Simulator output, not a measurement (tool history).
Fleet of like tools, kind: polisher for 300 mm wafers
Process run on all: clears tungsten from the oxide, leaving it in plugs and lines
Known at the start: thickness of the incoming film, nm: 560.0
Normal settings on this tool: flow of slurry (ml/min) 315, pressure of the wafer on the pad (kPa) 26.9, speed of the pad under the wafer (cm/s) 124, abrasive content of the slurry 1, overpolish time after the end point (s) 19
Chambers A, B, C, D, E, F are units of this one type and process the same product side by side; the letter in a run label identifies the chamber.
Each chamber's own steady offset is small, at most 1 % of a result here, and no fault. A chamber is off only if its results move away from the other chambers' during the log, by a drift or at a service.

| run | day | flow of slurry (ml/min) | pressure of the wafer on the pad (kPa) | speed of the pad under the wafer (cm/s) | abrasive content of the slurry | overpolish time after the end point (s) | wafers polished on this pad | hours since the slurry nozzle was cleaned | hours since the head pressure was calibrated | hours since the slurry blender was calibrated | hours since the slurry got fresh peroxide | time until the end point was called (s) |
|---|---|---|---|---|---|---|---|---|---|---|---|---|
| 1E | 0.250 | 315 | 26.9 | 124 | 1 | 19 | 1099 | 414.0 | 756.0 | 17.8 | 8.7 | 107.65 |
|  | 0.292 | chamber E: worn pad replaced by a new one |
|  | 0.358 | chamber B: slurry tank refilled with fresh slurry and peroxide |
|  | 0.392 | chamber D: slurry nozzle cleaned |
| 2D | 0.633 | 315 | 26.9 | 124 | 1 | 19 | 260 | 5.8 | 244.5 | 89.1 | 22.8 | 107.87 |
| 3C | 0.962 | 315 | 26.9 | 124 | 1 | 19 | 521 | 593.1 | 254.0 | 377.4 | 84.7 | 108.48 |
|  | 0.992 | chamber F: slurry blender recalibrated |
|  | 1.058 | chamber F: slurry tank refilled with fresh slurry and peroxide |
| 4F | 1.279 | 315 | 26.9 | 124 | 1 | 19 | 975 | 648.9 | 639.6 | 7.0 | 5.3 | 107.53 |
|  | 1.417 | chamber B: worn pad replaced by a new one |
| 5A | 1.504 | 315 | 26.9 | 124 | 1 | 19 | 978 | 374.4 | 238.2 | 133.7 | 100.2 | 107.85 |
|  | 1.654 | chamber C: worn pad replaced by a new one |
| 6B | 1.938 | 315 | 26.9 | 124 | 1 | 19 | 135 | 177.2 | 1086.0 | 372.0 | 37.9 | 105.44 |
|  | 1.988 | chamber F: worn pad replaced by a new one |
|  | 2.079 | chamber E: slurry tank refilled with fresh slurry and peroxide |
|  | 2.129 | chamber D: slurry blender recalibrated |
| 7D | 2.354 | 315 | 26.9 | 124 | 1 | 19 | 708 | 47.1 | 285.8 | 5.5 | 64.1 | 110.43 |
|  | 2.483 | chamber B: head pressure recalibrated |
|  | 2.679 | chamber B: slurry blender recalibrated |
| 8E | 2.700 | 315 | 26.9 | 124 | 1 | 19 | 628 | 472.8 | 814.8 | 76.6 | 15.0 | 109.03 |
|  | 2.704 | chamber A: worn pad replaced by a new one |
|  | 3.004 | chamber B: slurry tank refilled with fresh slurry and peroxide |
| 9B | 3.146 | 315 | 26.9 | 124 | 1 | 19 | 450 | 206.2 | 16.0 | 11.2 | 3.5 | 105.57 |
|  | 3.346 | chamber C: head pressure recalibrated |
| 10A | 3.500 | 315 | 26.9 | 124 | 1 | 19 | 207 | 422.3 | 286.1 | 181.6 | 148.1 | 107.48 |
| 11F | 3.896 | 315 | 26.9 | 124 | 1 | 19 | 498 | 711.7 | 702.4 | 69.8 | 68.1 | 111.08 |
|  | 3.904 | chamber A: slurry tank refilled with fresh slurry and peroxide |
|  | 4.008 | chamber C: slurry tank refilled with fresh slurry and peroxide |
|  | 4.038 | chamber C: slurry blender recalibrated |
|  | 4.125 | chamber E: worn pad replaced by a new one |
|  | 4.179 | chamber F: slurry nozzle cleaned |
|  | 4.212 | chamber C: worn pad replaced by a new one |
| 12C | 4.296 | 315 | 26.9 | 124 | 1 | 19 | 21 | 673.1 | 22.9 | 6.3 | 6.9 | 109.37 |
| 13D | 4.529 | 315 | 26.9 | 124 | 1 | 19 | 1275 | 99.3 | 338.0 | 57.7 | 116.3 | 111.17 |
| 14C | 4.738 | 315 | 26.9 | 124 | 1 | 19 | 136 | 683.7 | 33.5 | 16.9 | 17.5 | 108.21 |
|  | 4.796 | chamber E: slurry tank refilled with fresh slurry and peroxide |
| 15A | 4.938 | 315 | 26.9 | 124 | 1 | 19 | 582 | 456.8 | 320.6 | 216.1 | 24.9 | 108.42 |
| 16E | 5.217 | 315 | 26.9 | 124 | 1 | 19 | 285 | 533.2 | 875.2 | 137.0 | 10.1 | 108.73 |
|  | 5.250 | chamber B: slurry tank refilled with fresh slurry and peroxide |
| 17B | 5.658 | 315 | 26.9 | 124 | 1 | 19 | 1105 | 266.5 | 76.3 | 71.5 | 9.9 | 109.85 |
|  | 5.992 | chamber F: slurry tank refilled with fresh slurry and peroxide |
| 18F | 6.042 | 360 | 26.9 | 102 | 1 | 19 | 1057 | 44.8 | 753.9 | 121.3 | 1.3 | 134.05 |
|  | 6.054 | chamber F: head pressure recalibrated |
|  | 6.225 | chamber B: worn pad replaced by a new one |
|  | 6.333 | chamber C: worn pad replaced by a new one |
| 19D | 6.350 | 360 | 26.9 | 102 | 1 | 19 | 1749 | 143.0 | 381.7 | 101.4 | 160.0 | 138.38 |
| 20A | 6.671 | 360 | 26.9 | 102 | 1 | 19 | 1033 | 498.4 | 362.2 | 257.7 | 66.5 | 129.58 |
| 21F | 7.088 | 360 | 26.9 | 102 | 1 | 19 | 1329 | 69.9 | 24.8 | 146.4 | 26.4 | 131.23 |
|  | 7.092 | chamber C: slurry nozzle cleaned |
|  | 7.104 | chamber F: worn pad replaced by a new one |
|  | 7.325 | chamber D: slurry blender recalibrated |
| 22E | 7.421 | 360 | 26.9 | 102 | 1 | 19 | 859 | 586.1 | 928.1 | 189.9 | 63.0 | 132.54 |
|  | 7.483 | chamber E: slurry tank refilled with fresh slurry and peroxide |
|  | 7.521 | chamber D: slurry tank refilled with fresh slurry and peroxide |
|  | 7.554 | chamber A: worn pad replaced by a new one |
|  | 7.579 | chamber F: slurry blender recalibrated |
|  | 7.588 | chamber B: slurry tank refilled with fresh slurry and peroxide |
| 23B | 7.783 | 360 | 26.9 | 102 | 1 | 19 | 406 | 317.5 | 127.3 | 122.5 | 4.7 | 129.63 |
|  | 7.829 | chamber E: worn pad replaced by a new one |
| 24C | 8.092 | 315 | 26.9 | 124 | 1 | 19 | 458 | 24.0 | 114.0 | 97.4 | 98.0 | 108.83 |
| 25B | 8.433 | 315 | 26.9 | 124 | 1 | 19 | 575 | 333.1 | 142.9 | 138.1 | 20.3 | 107.73 |
| 26A | 8.725 | 315 | 26.9 | 124 | 1 | 19 | 305 | 547.7 | 411.5 | 307.0 | 115.8 | 108.04 |
|  | 8.750 | chamber C: worn pad replaced by a new one |
| 27D | 8.958 | 315 | 20.0 | 124 | 1 | 30 | 2429 | 205.6 | 444.3 | 39.3 | 34.6 | 161.20 |
| 28C | 9.196 | 315 | 20.0 | 124 | 1 | 30 | 116 | 50.5 | 140.5 | 123.9 | 124.5 | 142.62 |
| 29E | 9.571 | 315 | 20.0 | 124 | 1 | 30 | 454 | 637.7 | 979.7 | 241.5 | 50.2 | 142.65 |
|  | 9.738 | chamber E: head pressure recalibrated |
|  | 9.854 | chamber B: slurry tank refilled with fresh slurry and peroxide |
| 30F | 9.908 | 315 | 20.0 | 124 | 1 | 30 | 730 | 137.6 | 92.5 | 55.9 | 94.1 | 145.21 |
|  | 10.162 | chamber F: slurry tank refilled with fresh slurry and peroxide |
|  | 10.175 | chamber A: slurry tank refilled with fresh slurry and peroxide |
|  | 10.200 | chamber E: slurry tank refilled with fresh slurry and peroxide |
| 31E | 10.329 | 315 | 20.0 | 124 | 1 | 30 | 651 | 655.9 | 14.3 | 259.7 | 3.1 | 142.55 |
| 32A | 10.771 | 315 | 20.0 | 124 | 1 | 30 | 838 | 596.8 | 460.6 | 356.1 | 14.3 | 144.97 |
| 33C | 11.004 | 315 | 26.9 | 90 | 1 | 19 | 588 | 93.9 | 183.9 | 167.3 | 167.9 | 150.72 |
|  | 11.317 | chamber E: slurry nozzle cleaned |
| 34F | 11.358 | 315 | 26.9 | 90 | 1 | 19 | 1108 | 172.4 | 127.3 | 90.7 | 28.8 | 148.92 |
|  | 11.683 | chamber B: worn pad replaced by a new one |
| 35B | 11.708 | 315 | 26.9 | 90 | 1 | 19 | 7 | 411.7 | 221.5 | 216.7 | 44.5 | 145.25 |
| 36D | 11.954 | 315 | 26.9 | 90 | 1 | 19 | 3209 | 277.5 | 516.2 | 111.2 | 106.5 | 175.08 |
| 37E | 12.171 | 315 | 26.9 | 90 | 1 | 19 | 1131 | 20.6 | 58.5 | 303.9 | 47.3 | 152.49 |

Next, all 6 chambers run the settings below, one line each with question marks for the results. What does each chamber give?
| 38A | 12.492 | 315 | 17.9 | 124 | 1 | 19 |  |  |  |  |  | ? |
| 38B | 12.492 | 315 | 17.9 | 124 | 1 | 19 |  |  |  |  |  | ? |
| 38C | 12.492 | 315 | 17.9 | 124 | 1 | 19 |  |  |  |  |  | ? |
| 38D | 12.492 | 315 | 17.9 | 124 | 1 | 19 |  |  |  |  |  | ? |
| 38E | 12.492 | 315 | 17.9 | 124 | 1 | 19 |  |  |  |  |  | ? |
| 38F | 12.492 | 315 | 17.9 | 124 | 1 | 19 |  |  |  |  |  | ? |

| run | time until the end point was called (s) |
|---|---|
| 38A | 161.28 |
| 38B | 161.88 |
| 38C | 162.14 |
| 38D | 187.44 |
| 38E | 163.25 |
| 38F | 164.97 |

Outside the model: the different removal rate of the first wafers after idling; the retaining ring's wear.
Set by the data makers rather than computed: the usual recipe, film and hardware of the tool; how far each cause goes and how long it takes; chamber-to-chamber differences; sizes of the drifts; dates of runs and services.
